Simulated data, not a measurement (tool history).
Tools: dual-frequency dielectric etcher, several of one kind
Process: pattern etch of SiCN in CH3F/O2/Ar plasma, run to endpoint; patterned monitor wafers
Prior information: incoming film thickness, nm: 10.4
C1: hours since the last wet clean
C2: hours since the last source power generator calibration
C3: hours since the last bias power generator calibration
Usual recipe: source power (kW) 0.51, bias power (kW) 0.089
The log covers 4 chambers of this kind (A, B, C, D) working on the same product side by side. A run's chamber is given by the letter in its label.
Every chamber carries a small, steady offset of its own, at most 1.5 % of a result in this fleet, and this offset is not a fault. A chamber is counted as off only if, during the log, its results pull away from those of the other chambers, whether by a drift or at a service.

run 1D hour=6.1 | source_power_(kW)=0.51 bias_power_(kW)=0.089 | C1=359.1 C2=3104.3 C3=2026 | endpoint_time_(s)=23.85
run 2B hour=12.9 | source_power_(kW)=0.51 bias_power_(kW)=0.089 | C1=286 C2=1572.2 C3=3444.8 | endpoint_time_(s)=23.624
run 3A hour=18.2 | source_power_(kW)=0.51 bias_power_(kW)=0.089 | C1=539.3 C2=338.8 C3=1599.4 | endpoint_time_(s)=23.815
run 4C hour=28.3 | source_power_(kW)=0.51 bias_power_(kW)=0.089 | C1=64 C2=1063.4 C3=3503.4 | endpoint_time_(s)=23.156
run 5C hour=34.4 | source_power_(kW)=0.51 bias_power_(kW)=0.089 | C1=70.1 C2=1069.5 C3=3509.5 | endpoint_time_(s)=23.354
run 6D hour=44.5 | source_power_(kW)=0.51 bias_power_(kW)=0.089 | C1=397.5 C2=3142.7 C3=2064.4 | endpoint_time_(s)=23.904
-- hour=45.9 chamber D: wet clean of the chamber
run 7B hour=51 | source_power_(kW)=0.51 bias_power_(kW)=0.089 | C1=324.1 C2=1610.3 C3=3482.9 | endpoint_time_(s)=23.744
run 8A hour=56.3 | source_power_(kW)=0.51 bias_power_(kW)=0.089 | C1=577.4 C2=376.9 C3=1637.5 | endpoint_time_(s)=23.467
run 9B hour=63.8 | source_power_(kW)=0.51 bias_power_(kW)=0.089 | C1=336.9 C2=1623.1 C3=3495.7 | endpoint_time_(s)=23.88
run 10C hour=69.4 | source_power_(kW)=0.51 bias_power_(kW)=0.089 | C1=105.1 C2=1104.5 C3=3544.5 | endpoint_time_(s)=23.602
run 11A hour=79.8 | source_power_(kW)=0.51 bias_power_(kW)=0.089 | C1=600.9 C2=400.4 C3=1661 | endpoint_time_(s)=23.246
-- hour=81.9 chamber A: wet clean of the chamber
run 12D hour=87 | source_power_(kW)=0.51 bias_power_(kW)=0.089 | C1=41.2 C2=3185.2 C3=2106.9 | endpoint_time_(s)=23.982
run 13C hour=96 | source_power_(kW)=0.51 bias_power_(kW)=0.089 | C1=131.7 C2=1131.1 C3=3571.1 | endpoint_time_(s)=23.68
run 14A hour=103.4 | source_power_(kW)=0.51 bias_power_(kW)=0.089 | C1=21.6 C2=424 C3=1684.6 | endpoint_time_(s)=23.404
-- hour=105.1 chamber B: wet clean of the chamber
run 15D hour=113.8 | source_power_(kW)=0.51 bias_power_(kW)=0.089 | C1=68 C2=3212 C3=2133.7 | endpoint_time_(s)=23.424
run 16B hour=120.5 | source_power_(kW)=0.39 bias_power_(kW)=0.099 | C1=15.5 C2=1679.8 C3=3552.4 | endpoint_time_(s)=25.611
run 17B hour=130.2 | source_power_(kW)=0.39 bias_power_(kW)=0.099 | C1=25.2 C2=1689.5 C3=3562.1 | endpoint_time_(s)=25.119
run 18C hour=137.3 | source_power_(kW)=0.39 bias_power_(kW)=0.099 | C1=173 C2=1172.4 C3=3612.4 | endpoint_time_(s)=24.927
-- hour=143 chamber D: source power generator calibrated
run 19D hour=143.1 | source_power_(kW)=0.39 bias_power_(kW)=0.099 | C1=97.3 C2=0.2 C3=2163 | endpoint_time_(s)=25.059
run 20A hour=153.5 | source_power_(kW)=0.51 bias_power_(kW)=0.089 | C1=71.7 C2=474.1 C3=1734.7 | endpoint_time_(s)=23.877
run 21A hour=164 | source_power_(kW)=0.51 bias_power_(kW)=0.089 | C1=82.2 C2=484.6 C3=1745.2 | endpoint_time_(s)=23.557
run 22C hour=170.6 | source_power_(kW)=0.51 bias_power_(kW)=0.089 | C1=206.3 C2=1205.7 C3=3645.7 | endpoint_time_(s)=23.565
run 23D hour=178.1 | source_power_(kW)=0.51 bias_power_(kW)=0.089 | C1=132.3 C2=35.2 C3=2198 | endpoint_time_(s)=23.72
run 24B hour=188.1 | source_power_(kW)=0.51 bias_power_(kW)=0.108 | C1=83.1 C2=1747.4 C3=3620 | endpoint_time_(s)=22.051
run 25A hour=195.5 | source_power_(kW)=0.51 bias_power_(kW)=0.108 | C1=113.7 C2=516.1 C3=1776.7 | endpoint_time_(s)=21.846
run 26D hour=203.8 | source_power_(kW)=0.51 bias_power_(kW)=0.108 | C1=158 C2=60.9 C3=2223.7 | endpoint_time_(s)=22.064
run 27B hour=213.8 | source_power_(kW)=0.51 bias_power_(kW)=0.108 | C1=108.8 C2=1773.1 C3=3645.7 | endpoint_time_(s)=22.272
run 28C hour=221.9 | source_power_(kW)=0.6 bias_power_(kW)=0.108 | C1=257.6 C2=1257 C3=3697 | endpoint_time_(s)=20.525
run 29D hour=230.8 | source_power_(kW)=0.6 bias_power_(kW)=0.108 | C1=185 C2=87.9 C3=2250.7 | endpoint_time_(s)=20.783
run 30C hour=241.1 | source_power_(kW)=0.6 bias_power_(kW)=0.108 | C1=276.8 C2=1276.2 C3=3716.2 | endpoint_time_(s)=20.597
run 31A hour=251.6 | source_power_(kW)=0.6 bias_power_(kW)=0.108 | C1=169.8 C2=572.2 C3=1832.8 | endpoint_time_(s)=20.511
run 32B hour=261.3 | source_power_(kW)=0.51 bias_power_(kW)=0.089 | C1=156.3 C2=1820.6 C3=3693.2 | endpoint_time_(s)=23.297
run 33C hour=266.2 | source_power_(kW)=0.44 bias_power_(kW)=0.075 | C1=301.9 C2=1301.3 C3=3741.3 | endpoint_time_(s)=26.085
run 34D hour=271.6 | source_power_(kW)=0.44 bias_power_(kW)=0.075 | C1=225.8 C2=128.7 C3=2291.5 | endpoint_time_(s)=26.65
run 35B hour=280 | source_power_(kW)=0.44 bias_power_(kW)=0.075 | C1=175 C2=1839.3 C3=3711.9 | endpoint_time_(s)=26.881
run 36A hour=286.5 | source_power_(kW)=0.44 bias_power_(kW)=0.075 | C1=204.7 C2=607.1 C3=1867.7 | endpoint_time_(s)=26.169
run 37B hour=295.2 | source_power_(kW)=0.51 bias_power_(kW)=0.089 | C1=190.2 C2=1854.5 C3=3727.1 | endpoint_time_(s)=23.32

What goes on in this fleet: one chamber off, a drifting gauge, or nothing beyond the chambers' own small offsets? Name the chamber and the cause, if any.

No chamber is off and the gauge is stable; the differences are just each chamber's small, constant offset.
